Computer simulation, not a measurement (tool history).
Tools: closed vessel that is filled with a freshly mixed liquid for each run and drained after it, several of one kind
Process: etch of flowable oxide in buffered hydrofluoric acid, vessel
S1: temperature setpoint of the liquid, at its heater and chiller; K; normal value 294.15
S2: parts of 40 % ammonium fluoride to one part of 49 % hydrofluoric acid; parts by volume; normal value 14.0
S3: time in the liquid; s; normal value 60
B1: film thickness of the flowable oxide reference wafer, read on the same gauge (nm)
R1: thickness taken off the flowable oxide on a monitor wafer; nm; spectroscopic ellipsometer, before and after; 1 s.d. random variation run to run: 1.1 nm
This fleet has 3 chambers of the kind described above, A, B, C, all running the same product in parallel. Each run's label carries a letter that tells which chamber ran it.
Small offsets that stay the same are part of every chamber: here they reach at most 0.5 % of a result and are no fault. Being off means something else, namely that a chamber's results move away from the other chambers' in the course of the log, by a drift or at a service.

{"run": "1B", "day": 0.15, "S1": 294.15, "S2": 14.0, "S3": 60, "B1": 60.015, "R1": 132.1}
{"run": "2C", "day": 0.292, "S1": 294.15, "S2": 14.0, "S3": 60, "B1": 60.002, "R1": 132.91}
{"run": "3A", "day": 0.412, "S1": 294.15, "S2": 14.0, "S3": 60, "B1": 60.0, "R1": 130.95}
{"run": "4B", "day": 0.571, "S1": 294.15, "S2": 14.0, "S3": 60, "B1": 60.019, "R1": 130.45}
{"run": "5A", "day": 0.771, "S1": 294.15, "S2": 14.0, "S3": 60, "B1": 59.977, "R1": 130.37}
{"run": "6C", "day": 0.988, "S1": 294.15, "S2": 14.0, "S3": 60, "B1": 60.02, "R1": 130.85}
{"run": "7C", "day": 1.158, "S1": 290.65, "S2": 11.5, "S3": 60, "B1": 60.0, "R1": 128.16}
{"run": "8B", "day": 1.333, "S1": 290.65, "S2": 11.5, "S3": 60, "B1": 59.994, "R1": 132.54}
{"run": "9A", "day": 1.521, "S1": 290.65, "S2": 11.5, "S3": 60, "B1": 60.002, "R1": 129.36}
{"run": "10A", "day": 1.679, "S1": 294.15, "S2": 14.0, "S3": 60, "B1": 59.98, "R1": 128.94}
{"run": "11B", "day": 1.8, "S1": 291.15, "S2": 16.0, "S3": 60, "B1": 60.002, "R1": 98.002}
{"run": "12C", "day": 1.971, "S1": 291.15, "S2": 16.0, "S3": 60, "B1": 59.978, "R1": 97.013}
{"run": "13C", "day": 2.175, "S1": 291.15, "S2": 16.0, "S3": 60, "B1": 59.997, "R1": 96.112}
{"run": "14B", "day": 2.317, "S1": 294.15, "S2": 14.0, "S3": 60, "B1": 60.012, "R1": 132.35}
{"run": "15A", "day": 2.467, "S1": 294.15, "S2": 14.0, "S3": 60, "B1": 59.993, "R1": 130.61}
{"run": "16B", "day": 2.688, "S1": 294.15, "S2": 14.0, "S3": 60, "B1": 59.986, "R1": 130.22}
{"run": "17A", "day": 2.825, "S1": 298.65, "S2": 14.0, "S3": 60, "B1": 60.008, "R1": 169.22}
{"run": "18C", "day": 3.017, "S1": 298.65, "S2": 14.0, "S3": 60, "B1": 60.012, "R1": 167.27}
{"run": "19C", "day": 3.142, "S1": 298.65, "S2": 14.0, "S3": 60, "B1": 59.999, "R1": 167.93}
{"run": "20A", "day": 3.358, "S1": 294.15, "S2": 14.0, "S3": 60, "B1": 59.994, "R1": 134.99}
{"run": "21B", "day": 3.508, "S1": 294.15, "S2": 11.5, "S3": 80, "B1": 60.004, "R1": 215.75}
{"run": "22C", "day": 3.704, "S1": 294.15, "S2": 11.5, "S3": 80, "B1": 59.99, "R1": 208.06}
{"run": "23A", "day": 3.812, "S1": 294.15, "S2": 11.5, "S3": 80, "B1": 59.994, "R1": 218.96}
{"run": "24B", "day": 3.975, "S1": 294.15, "S2": 14.0, "S3": 60, "B1": 59.998, "R1": 133.44}
{"run": "25A", "day": 4.075, "S1": 294.15, "S2": 14.0, "S3": 60, "B1": 60.006, "R1": 136.68}
{"run": "26B", "day": 4.221, "S1": 294.15, "S2": 14.0, "S3": 60, "B1": 59.979, "R1": 131.87}
{"run": "27C", "day": 4.408, "S1": 294.15, "S2": 14.0, "S3": 60, "B1": 59.998, "R1": 129.49}
{"run": "28B", "day": 4.517, "S1": 294.15, "S2": 14.0, "S3": 60, "B1": 59.985, "R1": 131.6}
{"run": "29A", "day": 4.658, "S1": 294.15, "S2": 14.0, "S3": 60, "B1": 59.984, "R1": 138.21}
{"run": "30C", "day": 4.854, "S1": 294.15, "S2": 14.0, "S3": 60, "B1": 60.005, "R1": 131.27}
{"run": "31C", "day": 5.079, "S1": 294.15, "S2": 14.0, "S3": 60, "B1": 59.991, "R1": 131.58}
{"run": "32B", "day": 5.212, "S1": 294.15, "S2": 14.0, "S3": 60, "B1": 60.013, "R1": 132.0}
{"run": "33A", "day": 5.333, "S1": 294.15, "S2": 14.0, "S3": 60, "B1": 60.001, "R1": 137.73}
{"run": "34C", "day": 5.442, "S1": 294.15, "S2": 14.0, "S3": 60, "B1": 59.985, "R1": 130.95}
{"run": "35A", "day": 5.6, "S1": 294.15, "S2": 14.0, "S3": 60, "B1": 59.998, "R1": 141.13}
{"run": "36B", "day": 5.788, "S1": 298.15, "S2": 14.0, "S3": 60, "B1": 60.008, "R1": 164.38}
{"run": "37B", "day": 5.988, "S1": 298.15, "S2": 14.0, "S3": 60, "B1": 59.987, "R1": 165.52}
{"run": "38C", "day": 6.204, "S1": 298.15, "S2": 14.0, "S3": 60, "B1": 60.0, "R1": 165.47}
{"run": "39A", "day": 6.3, "S1": 294.15, "S2": 16.0, "S3": 60, "B1": 59.999, "R1": 124.85}
{"run": "40C", "day": 6.483, "S1": 294.15, "S2": 16.0, "S3": 60, "B1": 59.999, "R1": 114.5}

All 3 chambers run these settings next. Forecast each chamber's results:
{"run": "41A", "day": 6.642, "S1": 297.15, "S2": 14.0, "S3": 60, "R1": "?"}
{"run": "41B", "day": 6.642, "S1": 297.15, "S2": 14.0, "S3": 60, "R1": "?"}
{"run": "41C", "day": 6.642, "S1": 297.15, "S2": 14.0, "S3": 60, "R1": "?"}

run=41A R1=170.920
run=41B R1=156.310
run=41C R1=152.230

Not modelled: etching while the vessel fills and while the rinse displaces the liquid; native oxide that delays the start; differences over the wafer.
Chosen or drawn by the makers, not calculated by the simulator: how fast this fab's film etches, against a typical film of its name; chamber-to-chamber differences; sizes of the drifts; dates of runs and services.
